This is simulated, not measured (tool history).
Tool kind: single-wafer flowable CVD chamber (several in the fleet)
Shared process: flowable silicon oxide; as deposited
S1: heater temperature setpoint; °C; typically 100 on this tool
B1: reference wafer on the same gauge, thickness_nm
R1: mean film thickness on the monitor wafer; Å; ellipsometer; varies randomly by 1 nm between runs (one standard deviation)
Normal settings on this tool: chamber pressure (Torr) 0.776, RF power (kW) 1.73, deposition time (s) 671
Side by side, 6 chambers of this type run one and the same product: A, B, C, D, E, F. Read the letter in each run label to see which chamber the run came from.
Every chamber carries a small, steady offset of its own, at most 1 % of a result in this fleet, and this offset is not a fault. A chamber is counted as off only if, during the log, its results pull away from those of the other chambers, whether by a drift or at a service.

run 1E hour=16 | S1=100 chamber_pressure_(Torr)=0.776 RF_power_(kW)=1.73 deposition_time_(s)=671 | B1=333.98 | R1=3806.4
run 2D hour=29.6 | S1=100 chamber_pressure_(Torr)=0.776 RF_power_(kW)=1.73 deposition_time_(s)=671 | B1=334.01 | R1=3762.8
run 3B hour=45.9 | S1=100 chamber_pressure_(Torr)=0.776 RF_power_(kW)=1.73 deposition_time_(s)=671 | B1=333.97 | R1=3756.1
-- hour=46.2 chamber E: capacitance manometer re-zeroed and calibrated
run 4C hour=58 | S1=100 chamber_pressure_(Torr)=0.776 RF_power_(kW)=1.73 deposition_time_(s)=671 | B1=333.96 | R1=3799.6
run 5F hour=71.6 | S1=100 chamber_pressure_(Torr)=0.835 RF_power_(kW)=1.73 deposition_time_(s)=671 | B1=333.95 | R1=4178.6
run 6A hour=86.8 | S1=100 chamber_pressure_(Torr)=0.835 RF_power_(kW)=1.73 deposition_time_(s)=671 | B1=334.04 | R1=4164.1
run 7C hour=96.7 | S1=100 chamber_pressure_(Torr)=0.835 RF_power_(kW)=1.73 deposition_time_(s)=671 | B1=334 | R1=4189.8
-- hour=102.4 chamber F: capacitance manometer re-zeroed and calibrated
run 8A hour=107.6 | S1=100 chamber_pressure_(Torr)=0.835 RF_power_(kW)=1.73 deposition_time_(s)=671 | B1=333.85 | R1=4166.3
run 9E hour=118.4 | S1=100 chamber_pressure_(Torr)=0.835 RF_power_(kW)=1.73 deposition_time_(s)=671 | B1=334.1 | R1=4189.5
run 10B hour=129.6 | S1=100 chamber_pressure_(Torr)=0.835 RF_power_(kW)=1.73 deposition_time_(s)=671 | B1=333.93 | R1=4145
run 11F hour=142.5 | S1=100 chamber_pressure_(Torr)=0.776 RF_power_(kW)=1.73 deposition_time_(s)=671 | B1=333.89 | R1=3783.7
run 12D hour=155.9 | S1=100 chamber_pressure_(Torr)=0.776 RF_power_(kW)=1.73 deposition_time_(s)=671 | B1=333.9 | R1=3733.5
run 13E hour=164.4 | S1=100 chamber_pressure_(Torr)=0.776 RF_power_(kW)=1.73 deposition_time_(s)=671 | B1=334.11 | R1=3823.4
run 14D hour=172.9 | S1=100 chamber_pressure_(Torr)=0.776 RF_power_(kW)=1.73 deposition_time_(s)=671 | B1=334.16 | R1=3753.2
run 15F hour=188.2 | S1=100 chamber_pressure_(Torr)=0.776 RF_power_(kW)=1.73 deposition_time_(s)=671 | B1=334.02 | R1=3787.7
-- hour=200.3 chamber F: thermocouple changed; heater temperature recalibrated
run 16C hour=202.6 | S1=100 chamber_pressure_(Torr)=0.776 RF_power_(kW)=1.73 deposition_time_(s)=671 | B1=334.03 | R1=3796.6
run 17A hour=213.1 | S1=100 chamber_pressure_(Torr)=0.776 RF_power_(kW)=1.73 deposition_time_(s)=671 | B1=334.23 | R1=3787.4
run 18B hour=228.6 | S1=100 chamber_pressure_(Torr)=0.776 RF_power_(kW)=1.73 deposition_time_(s)=671 | B1=333.96 | R1=3774.4
run 19F hour=238.7 | S1=100 chamber_pressure_(Torr)=0.776 RF_power_(kW)=1.73 deposition_time_(s)=671 | B1=333.76 | R1=3801.3
run 20C hour=253 | S1=100 chamber_pressure_(Torr)=0.925 RF_power_(kW)=2.055 deposition_time_(s)=671 | B1=334.11 | R1=4962.3
run 21A hour=261.4 | S1=100 chamber_pressure_(Torr)=0.925 RF_power_(kW)=2.055 deposition_time_(s)=671 | B1=333.8 | R1=4923.8
run 22B hour=272.1 | S1=100 chamber_pressure_(Torr)=0.925 RF_power_(kW)=2.055 deposition_time_(s)=671 | B1=333.89 | R1=4906
run 23E hour=281.4 | S1=100 chamber_pressure_(Torr)=0.925 RF_power_(kW)=2.055 deposition_time_(s)=671 | B1=334.18 | R1=4942
-- hour=290.1 chamber D: RF generator calibrated
run 24D hour=293.4 | S1=100 chamber_pressure_(Torr)=0.925 RF_power_(kW)=2.055 deposition_time_(s)=671 | B1=334.05 | R1=4873.8
run 25B hour=307.8 | S1=100 chamber_pressure_(Torr)=0.925 RF_power_(kW)=2.055 deposition_time_(s)=671 | B1=333.97 | R1=4910.5
run 26C hour=317.5 | S1=100 chamber_pressure_(Torr)=0.776 RF_power_(kW)=1.73 deposition_time_(s)=671 | B1=334.05 | R1=3799.4
run 27A hour=329.9 | S1=100 chamber_pressure_(Torr)=0.776 RF_power_(kW)=1.73 deposition_time_(s)=671 | B1=333.95 | R1=3785.7
run 28D hour=345 | S1=100 chamber_pressure_(Torr)=0.776 RF_power_(kW)=1.73 deposition_time_(s)=671 | B1=334.06 | R1=3718
run 29F hour=357.7 | S1=100 chamber_pressure_(Torr)=0.776 RF_power_(kW)=1.73 deposition_time_(s)=671 | B1=333.9 | R1=3795.5
run 30E hour=370.7 | S1=100 chamber_pressure_(Torr)=0.776 RF_power_(kW)=1.73 deposition_time_(s)=671 | B1=333.88 | R1=3811.4
run 31F hour=380.6 | S1=100 chamber_pressure_(Torr)=0.776 RF_power_(kW)=1.73 deposition_time_(s)=671 | B1=333.86 | R1=3802.7
run 32C hour=394.1 | S1=100 chamber_pressure_(Torr)=0.776 RF_power_(kW)=1.73 deposition_time_(s)=671 | B1=333.86 | R1=3803
-- hour=405.6 chamber D: capacitance manometer re-zeroed and calibrated
run 33D hour=408 | S1=100 chamber_pressure_(Torr)=0.776 RF_power_(kW)=1.73 deposition_time_(s)=671 | B1=333.88 | R1=3685.2
run 34A hour=417.6 | S1=100 chamber_pressure_(Torr)=0.776 RF_power_(kW)=1.73 deposition_time_(s)=671 | B1=333.83 | R1=3799.8
run 35B hour=430 | S1=100 chamber_pressure_(Torr)=0.776 RF_power_(kW)=1.73 deposition_time_(s)=671 | B1=334.29 | R1=3779.1
run 36E hour=445.9 | S1=100 chamber_pressure_(Torr)=0.776 RF_power_(kW)=1.73 deposition_time_(s)=671 | B1=333.94 | R1=3825.6

Is one chamber out of step, is the gauge drifting, or do the chambers differ by no more than their own small offsets? For an off chamber, give its letter and the likeliest cause.

One chamber, D, drifts off from the rest bit by bit.
What lies behind it: wafer temperature above the value expected at the setpoint (K) = 0.582.

Here are 4 candidates for chamber D's next run, each the usual settings with a change, their results left as question marks. Which one brings its results back in line with what the others give on the usual settings?
Maximum distance from the other chambers' mean on the usual settings for a result to count as in line: R1 35 Å
run 37D-1 hour=457.9 | S1=100 chamber_pressure_(Torr)=0.771 RF_power_(kW)=1.73 deposition_time_(s)=669 | R1=?
run 37D-2 hour=457.9 | S1=100 chamber_pressure_(Torr)=0.776 RF_power_(kW)=1.73 deposition_time_(s)=678 | R1=?
run 37D-3 hour=457.9 | S1=100 chamber_pressure_(Torr)=0.787 RF_power_(kW)=1.735 deposition_time_(s)=676 | R1=?
run 37D-4 hour=457.9 | S1=100 chamber_pressure_(Torr)=0.76 RF_power_(kW)=1.73 deposition_time_(s)=671 | R1=?

On the usual settings, the other chambers give on average: R1 3790.2 Å
run=37D-1 R1=3643.6
run=37D-2 R1=3724.9
run=37D-3 R1=3787.9
run=37D-4 R1=3584.6
37D-3 brings the chamber back in line.
